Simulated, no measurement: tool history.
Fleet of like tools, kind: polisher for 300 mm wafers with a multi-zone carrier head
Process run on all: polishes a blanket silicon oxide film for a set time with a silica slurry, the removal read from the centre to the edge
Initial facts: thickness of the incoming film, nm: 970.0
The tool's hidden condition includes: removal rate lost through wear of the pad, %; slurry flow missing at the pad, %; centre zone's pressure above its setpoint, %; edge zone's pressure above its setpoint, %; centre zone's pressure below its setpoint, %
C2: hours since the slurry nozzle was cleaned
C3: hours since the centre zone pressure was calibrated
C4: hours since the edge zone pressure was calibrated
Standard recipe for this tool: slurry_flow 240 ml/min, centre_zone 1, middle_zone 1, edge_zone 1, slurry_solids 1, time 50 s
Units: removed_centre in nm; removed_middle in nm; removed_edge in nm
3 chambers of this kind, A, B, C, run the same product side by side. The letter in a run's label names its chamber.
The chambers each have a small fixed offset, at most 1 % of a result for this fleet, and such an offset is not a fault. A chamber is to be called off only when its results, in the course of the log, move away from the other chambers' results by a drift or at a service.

run 1C hour=12.1 | slurry_flow=240 centre_zone=1 middle_zone=1 edge_zone=1 slurry_solids=1 time=50 | wafers_polished_on_this_pad=249 C2=109.1 C3=156.6 C4=119.3 | removed_centre=195.08 removed_middle=197.91 removed_edge=198.72
run 2B hour=21.5 | slurry_flow=240 centre_zone=1 middle_zone=1 edge_zone=1 slurry_solids=1 time=50 | wafers_polished_on_this_pad=324 C2=544.7 C3=697.1 C4=90.2 | removed_centre=197.03 removed_middle=196.52 removed_edge=199.01
run 3A hour=29.4 | slurry_flow=240 centre_zone=1 middle_zone=1 edge_zone=1 slurry_solids=1 time=50 | wafers_polished_on_this_pad=996 C2=133.2 C3=672.7 C4=911.5 | removed_centre=197.77 removed_middle=200.24 removed_edge=195.3
run 4C hour=39.4 | slurry_flow=240 centre_zone=1 middle_zone=1 edge_zone=1 slurry_solids=1 time=50 | wafers_polished_on_this_pad=618 C2=136.4 C3=183.9 C4=146.6 | removed_centre=197.84 removed_middle=199.47 removed_edge=199.64
run 5B hour=47.7 | slurry_flow=240 centre_zone=1 middle_zone=1 edge_zone=1 slurry_solids=1 time=50 | wafers_polished_on_this_pad=678 C2=570.9 C3=723.3 C4=116.4 | removed_centre=199 removed_middle=200.81 removed_edge=197.77
run 6A hour=56.5 | slurry_flow=170 centre_zone=0.95 middle_zone=1 edge_zone=1 slurry_solids=1 time=50 | wafers_polished_on_this_pad=1363 C2=160.3 C3=699.8 C4=938.6 | removed_centre=178.56 removed_middle=192.85 removed_edge=189.71
-- hour=57.6 chamber A: worn pad replaced by a new one
run 7B hour=70.1 | slurry_flow=170 centre_zone=0.95 middle_zone=1 edge_zone=1 slurry_solids=1 time=50 | wafers_polished_on_this_pad=981 C2=593.3 C3=745.7 C4=138.8 | removed_centre=178.1 removed_middle=193.25 removed_edge=192.94
-- hour=76.9 chamber B: worn pad replaced by a new one
run 8A hour=76.9 | slurry_flow=170 centre_zone=0.95 middle_zone=1 edge_zone=1 slurry_solids=1 time=50 | wafers_polished_on_this_pad=261 C2=180.7 C3=720.2 C4=959 | removed_centre=177.96 removed_middle=190.8 removed_edge=190.77
run 9C hour=87.9 | slurry_flow=240 centre_zone=1 middle_zone=1 edge_zone=1 slurry_solids=1 time=64 | wafers_polished_on_this_pad=1274 C2=184.9 C3=232.4 C4=195.1 | removed_centre=250.3 removed_middle=249.64 removed_edge=253.87
-- hour=92.1 chamber C: worn pad replaced by a new one
run 10A hour=98.2 | slurry_flow=240 centre_zone=1 middle_zone=1 edge_zone=1 slurry_solids=1 time=64 | wafers_polished_on_this_pad=549 C2=202 C3=741.5 C4=980.3 | removed_centre=253.89 removed_middle=253.43 removed_edge=253
run 11C hour=104.5 | slurry_flow=240 centre_zone=1 middle_zone=1 edge_zone=1 slurry_solids=1 time=64 | wafers_polished_on_this_pad=168 C2=201.5 C3=249 C4=211.7 | removed_centre=254.34 removed_middle=257.59 removed_edge=256.95
run 12B hour=113.4 | slurry_flow=240 centre_zone=1 middle_zone=1 edge_zone=1 slurry_solids=1 time=50 | wafers_polished_on_this_pad=493 C2=636.6 C3=789 C4=182.1 | removed_centre=201.59 removed_middle=194.34 removed_edge=198.65
run 13C hour=126.5 | slurry_flow=240 centre_zone=1 middle_zone=1.1 edge_zone=1 slurry_solids=1 time=50 | wafers_polished_on_this_pad=466 C2=223.5 C3=271 C4=233.7 | removed_centre=200.49 removed_middle=213.4 removed_edge=197.68
run 14B hour=137.5 | slurry_flow=240 centre_zone=1 middle_zone=1.1 edge_zone=1 slurry_solids=1 time=50 | wafers_polished_on_this_pad=819 C2=660.7 C3=813.1 C4=206.2 | removed_centre=196.28 removed_middle=215.78 removed_edge=198.5
-- hour=148.3 chamber A: worn pad replaced by a new one
run 15A hour=150.9 | slurry_flow=240 centre_zone=1 middle_zone=1.1 edge_zone=1 slurry_solids=1 time=50 | wafers_polished_on_this_pad=35 C2=254.7 C3=794.2 C4=1033 | removed_centre=193.87 removed_middle=217.05 removed_edge=195.58
run 16C hour=160.9 | slurry_flow=240 centre_zone=1 middle_zone=1 edge_zone=1 slurry_solids=1 time=50 | wafers_polished_on_this_pad=931 C2=257.9 C3=305.4 C4=268.1 | removed_centre=197.72 removed_middle=196.56 removed_edge=197.18
-- hour=166.2 chamber B: worn pad replaced by a new one
run 17B hour=172.1 | slurry_flow=240 centre_zone=1 middle_zone=1 edge_zone=1 slurry_solids=1 time=50 | wafers_polished_on_this_pad=80 C2=695.3 C3=847.7 C4=240.8 | removed_centre=199.17 removed_middle=200.28 removed_edge=198.59
run 18A hour=178.4 | slurry_flow=240 centre_zone=1 middle_zone=1 edge_zone=1 slurry_solids=1 time=50 | wafers_polished_on_this_pad=407 C2=282.2 C3=821.7 C4=1060.5 | removed_centre=199.11 removed_middle=199.26 removed_edge=195.69
-- hour=181.7 chamber C: worn pad replaced by a new one
run 19C hour=189.4 | slurry_flow=240 centre_zone=1 middle_zone=1 edge_zone=1 slurry_solids=1 time=50 | wafers_polished_on_this_pad=105 C2=286.4 C3=333.9 C4=296.6 | removed_centre=196.58 removed_middle=198.73 removed_edge=197.12
run 20B hour=200.3 | slurry_flow=240 centre_zone=1 middle_zone=1 edge_zone=1 slurry_solids=1 time=50 | wafers_polished_on_this_pad=462 C2=723.5 C3=875.9 C4=269 | removed_centre=200.21 removed_middle=194.46 removed_edge=197.39
run 21A hour=212.2 | slurry_flow=240 centre_zone=1 middle_zone=1 edge_zone=1 slurry_solids=1 time=50 | wafers_polished_on_this_pad=865 C2=316 C3=855.5 C4=1094.3 | removed_centre=200.81 removed_middle=197.71 removed_edge=198.02
-- hour=220.2 chamber A: centre zone pressure recalibrated
run 22C hour=221.6 | slurry_flow=240 centre_zone=1 middle_zone=1 edge_zone=1 slurry_solids=1 time=50 | wafers_polished_on_this_pad=541 C2=318.6 C3=366.1 C4=328.8 | removed_centre=195.5 removed_middle=193.05 removed_edge=196.27
run 23A hour=228.2 | slurry_flow=240 centre_zone=1 middle_zone=1 edge_zone=1 slurry_solids=1 time=50 | wafers_polished_on_this_pad=1081 C2=332 C3=8 C4=1110.3 | removed_centre=216.41 removed_middle=201.64 removed_edge=196.76
-- hour=232.6 chamber B: centre zone pressure recalibrated
run 24B hour=237.2 | slurry_flow=240 centre_zone=1 middle_zone=1 edge_zone=1 slurry_solids=1 time=50 | wafers_polished_on_this_pad=961 C2=760.4 C3=4.7 C4=305.9 | removed_centre=198.09 removed_middle=198.36 removed_edge=200.41
-- hour=245.5 chamber A: worn pad replaced by a new one
run 25A hour=247.4 | slurry_flow=240 centre_zone=1 middle_zone=1 edge_zone=1 slurry_solids=1 time=50 | wafers_polished_on_this_pad=26 C2=351.2 C3=27.2 C4=1129.5 | removed_centre=216.15 removed_middle=198.72 removed_edge=197.13
-- hour=250.7 chamber B: worn pad replaced by a new one
run 26C hour=258.8 | slurry_flow=240 centre_zone=1 middle_zone=1 edge_zone=1 slurry_solids=1 time=50 | wafers_polished_on_this_pad=1044 C2=355.8 C3=403.3 C4=366 | removed_centre=195.11 removed_middle=194.06 removed_edge=193.98
-- hour=265.1 chamber B: slurry nozzle cleaned
run 27B hour=265.5 | slurry_flow=240 centre_zone=1 middle_zone=1 edge_zone=1 slurry_solids=1 time=50 | wafers_polished_on_this_pad=201 C2=0.4 C3=33 C4=334.2 | removed_centre=198.21 removed_middle=199.28 removed_edge=199.22
-- hour=267.2 chamber C: worn pad replaced by a new one
run 28C hour=279 | slurry_flow=240 centre_zone=1 middle_zone=1 edge_zone=1 slurry_solids=1 time=50 | wafers_polished_on_this_pad=160 C2=376 C3=423.5 C4=386.2 | removed_centre=196.36 removed_middle=202.58 removed_edge=199.93
run 29B hour=292.6 | slurry_flow=240 centre_zone=1 middle_zone=1 edge_zone=1 slurry_solids=0.7 time=50 | wafers_polished_on_this_pad=568 C2=27.5 C3=60.1 C4=361.3 | removed_centre=168.18 removed_middle=163.8 removed_edge=167.89
run 30A hour=304.6 | slurry_flow=240 centre_zone=1 middle_zone=1 edge_zone=1 slurry_solids=0.7 time=50 | wafers_polished_on_this_pad=800 C2=408.4 C3=84.4 C4=1186.7 | removed_centre=180.76 removed_middle=172.13 removed_edge=164.29
run 31B hour=315.8 | slurry_flow=240 centre_zone=1 middle_zone=1 edge_zone=1 slurry_solids=0.7 time=50 | wafers_polished_on_this_pad=881 C2=50.7 C3=83.3 C4=384.5 | removed_centre=165.6 removed_middle=164.39 removed_edge=163.94
-- hour=322.9 chamber B: worn pad replaced by a new one
-- hour=326 chamber B: edge zone pressure recalibrated
run 32A hour=326.4 | slurry_flow=240 centre_zone=1 middle_zone=1 edge_zone=1 slurry_solids=1 time=50 | wafers_polished_on_this_pad=1095 C2=430.2 C3=106.2 C4=1208.5 | removed_centre=220.18 removed_middle=196.98 removed_edge=197.57
run 33C hour=338.8 | slurry_flow=240 centre_zone=1 middle_zone=1 edge_zone=1 slurry_solids=1 time=50 | wafers_polished_on_this_pad=969 C2=435.8 C3=483.3 C4=446 | removed_centre=195.13 removed_middle=197 removed_edge=196.67
-- hour=342.1 chamber A: worn pad replaced by a new one
-- hour=349.3 chamber C: worn pad replaced by a new one
run 34A hour=350.1 | slurry_flow=240 centre_zone=1 middle_zone=1 edge_zone=1 slurry_solids=1 time=50 | wafers_polished_on_this_pad=108 C2=453.9 C3=129.9 C4=1232.2 | removed_centre=214.04 removed_middle=198.72 removed_edge=196.68
run 35B hour=356.2 | slurry_flow=240 centre_zone=1 middle_zone=1 edge_zone=1 slurry_solids=1 time=50 | wafers_polished_on_this_pad=450 C2=91.1 C3=123.7 C4=30.2 | removed_centre=198.45 removed_middle=197.97 removed_edge=200.58
run 36C hour=364.1 | slurry_flow=240 centre_zone=1 middle_zone=1 edge_zone=1 slurry_solids=1 time=50 | wafers_polished_on_this_pad=200 C2=461.1 C3=508.6 C4=471.3 | removed_centre=200.84 removed_middle=197.87 removed_edge=195.41
run 37C hour=374.4 | slurry_flow=240 centre_zone=0.91 middle_zone=1 edge_zone=1 slurry_solids=0.9 time=50 | wafers_polished_on_this_pad=340 C2=471.4 C3=518.9 C4=481.6 | removed_centre=171.71 removed_middle=188.02 removed_edge=189.5
run 38B hour=383.4 | slurry_flow=240 centre_zone=0.91 middle_zone=1 edge_zone=1 slurry_solids=0.9 time=50 | wafers_polished_on_this_pad=818 C2=118.3 C3=150.9 C4=57.4 | removed_centre=170.52 removed_middle=189.98 removed_edge=189.68
run 39A hour=389.5 | slurry_flow=240 centre_zone=0.91 middle_zone=1 edge_zone=1 slurry_solids=0.9 time=50 | wafers_polished_on_this_pad=641 C2=493.3 C3=169.3 C4=1271.6 | removed_centre=183.54 removed_middle=191.75 removed_edge=186.04
run 40B hour=396.5 | slurry_flow=240 centre_zone=1 middle_zone=1 edge_zone=1 slurry_solids=1 time=50 | wafers_polished_on_this_pad=995 C2=131.4 C3=164 C4=70.5 | removed_centre=199.9 removed_middle=195.85 removed_edge=195.72
run 41A hour=403 | slurry_flow=240 centre_zone=1 middle_zone=1 edge_zone=1 slurry_solids=0.85 time=50 | wafers_polished_on_this_pad=824 C2=506.8 C3=182.8 C4=1285.1 | removed_centre=200.22 removed_middle=185.48 removed_edge=182.23

Each of the 3 chambers runs these same settings next. Fill in every chamber's results:
run 42A hour=412.8 | slurry_flow=240 centre_zone=1 middle_zone=1 edge_zone=1 slurry_solids=1.15 time=50 | removed_centre=? removed_middle=? removed_edge=?
run 42B hour=412.8 | slurry_flow=240 centre_zone=1 middle_zone=1 edge_zone=1 slurry_solids=1.15 time=50 | removed_centre=? removed_middle=? removed_edge=?
run 42C hour=412.8 | slurry_flow=240 centre_zone=1 middle_zone=1 edge_zone=1 slurry_solids=1.15 time=50 | removed_centre=? removed_middle=? removed_edge=?

run=42A removed_centre=230.57 removed_middle=213.75 removed_edge=211.46
run=42B removed_centre=210.03 removed_middle=212.89 removed_edge=210.65
run=42C removed_centre=210.72 removed_middle=209.49 removed_edge=210.53
